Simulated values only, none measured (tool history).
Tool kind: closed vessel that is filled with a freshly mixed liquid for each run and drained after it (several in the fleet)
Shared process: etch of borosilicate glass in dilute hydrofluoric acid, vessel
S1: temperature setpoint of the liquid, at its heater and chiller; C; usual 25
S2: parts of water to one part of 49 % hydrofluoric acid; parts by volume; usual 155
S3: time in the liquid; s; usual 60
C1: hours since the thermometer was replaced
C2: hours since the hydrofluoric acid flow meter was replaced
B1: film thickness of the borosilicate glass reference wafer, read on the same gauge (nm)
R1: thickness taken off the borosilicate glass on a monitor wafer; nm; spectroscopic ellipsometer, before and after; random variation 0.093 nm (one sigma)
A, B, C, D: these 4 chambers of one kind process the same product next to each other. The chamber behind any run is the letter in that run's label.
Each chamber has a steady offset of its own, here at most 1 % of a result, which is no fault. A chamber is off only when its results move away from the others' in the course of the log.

run,hour,S1,S2,S3,C1,C2,B1,R1
1B,12.9,25,155,60,118.2,58.6,100,11.234
2D,23,25,155,60,520.9,955,99.981,11.319
3C,33.1,25,155,60,611.5,426.1,99.991,11.351
4A,41.2,25,155,60,1250,1882.3,99.992,11.219
5A,47.3,25,155,60,1256.1,1888.4,99.983,11.2
6D,56.2,25,155,60,554.1,988.2,99.994,11.2
7B,63,22,155,75,168.3,108.7,100.02,12.533
8C,72,22,155,75,650.4,465,100.01,12.692
9D,78.3,22,155,75,576.2,1010.3,99.978,12.652
# hour 85.8: chamber A: hydrofluoric acid flow meter replaced
10A,86.6,22,155,75,1295.4,0.8,100.01,12.525
11C,93.7,25,155,85,672.1,486.7,99.999,16.036
12B,104.5,25,155,85,209.8,150.2,99.989,16.001
13C,113.5,25,155,85,691.9,506.5,100,16.278
14D,121.6,25,155,85,619.5,1053.6,100,16.076
15B,133.8,25,155,90,239.1,179.5,100.01,16.619
16A,145.5,25,155,90,1354.3,59.7,99.995,16.601
# hour 149: chamber C: thermometer replaced
17D,155.5,25,155,90,653.4,1087.5,100.01,17.069
18A,169.1,25,155,90,1377.9,83.3,100.01,16.856
19B,177.9,25,155,60,283.2,223.6,100,10.922
# hour 180: chamber D: hydrofluoric acid flow meter replaced
# hour 184.7: chamber C: hydrofluoric acid flow meter replaced
20C,188.6,25,155,60,39.7,3.9,99.998,11.368
21B,200.8,25,155,60,306.1,246.5,99.999,10.935
22A,209.8,25,155,60,1418.6,124,100,11.367
23D,218.5,25,155,60,716.4,38.5,100,11.421
24C,226.6,25,155,60,77.7,41.9,99.994,11.244
25A,237,25,155,60,1445.8,151.2,99.986,11.103
26D,244.9,25,155,60,742.8,64.9,99.987,11.332
# hour 248.4: chamber A: thermometer replaced
27C,251.2,25,155,60,102.3,66.5,99.981,11.307
28B,257.3,25,155,60,362.6,303,99.998,10.974
29D,263.9,25,155,60,761.8,83.9,100,11.434
30C,271.8,25,155,60,122.9,87.1,99.997,11.329
31B,285.2,25,155,60,390.5,330.9,100.01,11.071
32A,297.7,25,155,60,49.3,211.9,100,11.179
33C,311.2,25,155,60,162.3,126.5,100.01,11.25
34B,318.8,25,155,60,424.1,364.5,100,10.914
35A,332,25,155,60,83.6,246.2,100.02,11.208
36D,345.7,25,155,60,843.6,165.7,100,11.332
37D,357,25,155,60,854.9,177,100,11.119
38B,363.7,25,155,60,469,409.4,99.989,10.851
39C,375.2,25,155,60,226.3,190.5,99.984,11.246
40A,388,25,155,60,139.6,302.2,99.992,11.328
41A,395.1,25,155,60,146.7,309.3,100.01,11.033
42C,401.2,25,155,60,252.3,216.5,100.01,11.371
43D,414.6,25,155,60,912.5,234.6,100.01,11.432
44B,425.1,21,155,60,530.4,470.8,100.01,9.1759

Has any chamber moved away from the others, gradually or after a service, or does the common gauge drift, or do the chambers differ only by their own small steady offsets? State the chamber and the most likely cause if one applies.

Little by little, chamber B moves away from the other chambers.
Most likely cause: liquid colder than its thermometer reads (K) = 1.54.
Not necessarily distinguishable in this log from: hydrofluoric acid flow below the setpoint (%).

Below are 4 candidate recipes for chamber B's next run, each the usual settings with a change, their results shown as question marks. Which of them brings B's results back in line with what the other chambers give on the usual settings?
In line means no further than this from the other chambers' mean on the usual settings: R1 0.32 nm
45B-1,434.9,25,170,60,,,,?
45B-2,434.9,26.5,155,60,,,,?
45B-3,434.9,27.5,155,60,,,,?
45B-4,434.9,23.5,155,60,,,,?

Average result of the remaining chambers running the usual settings: R1 11.284 nm
run,R1
45B-1,9.6388
45B-2,11.387
45B-3,11.827
45B-4,10.143
The right change is 45B-2: it brings the chamber back within the allowed miss of the others.
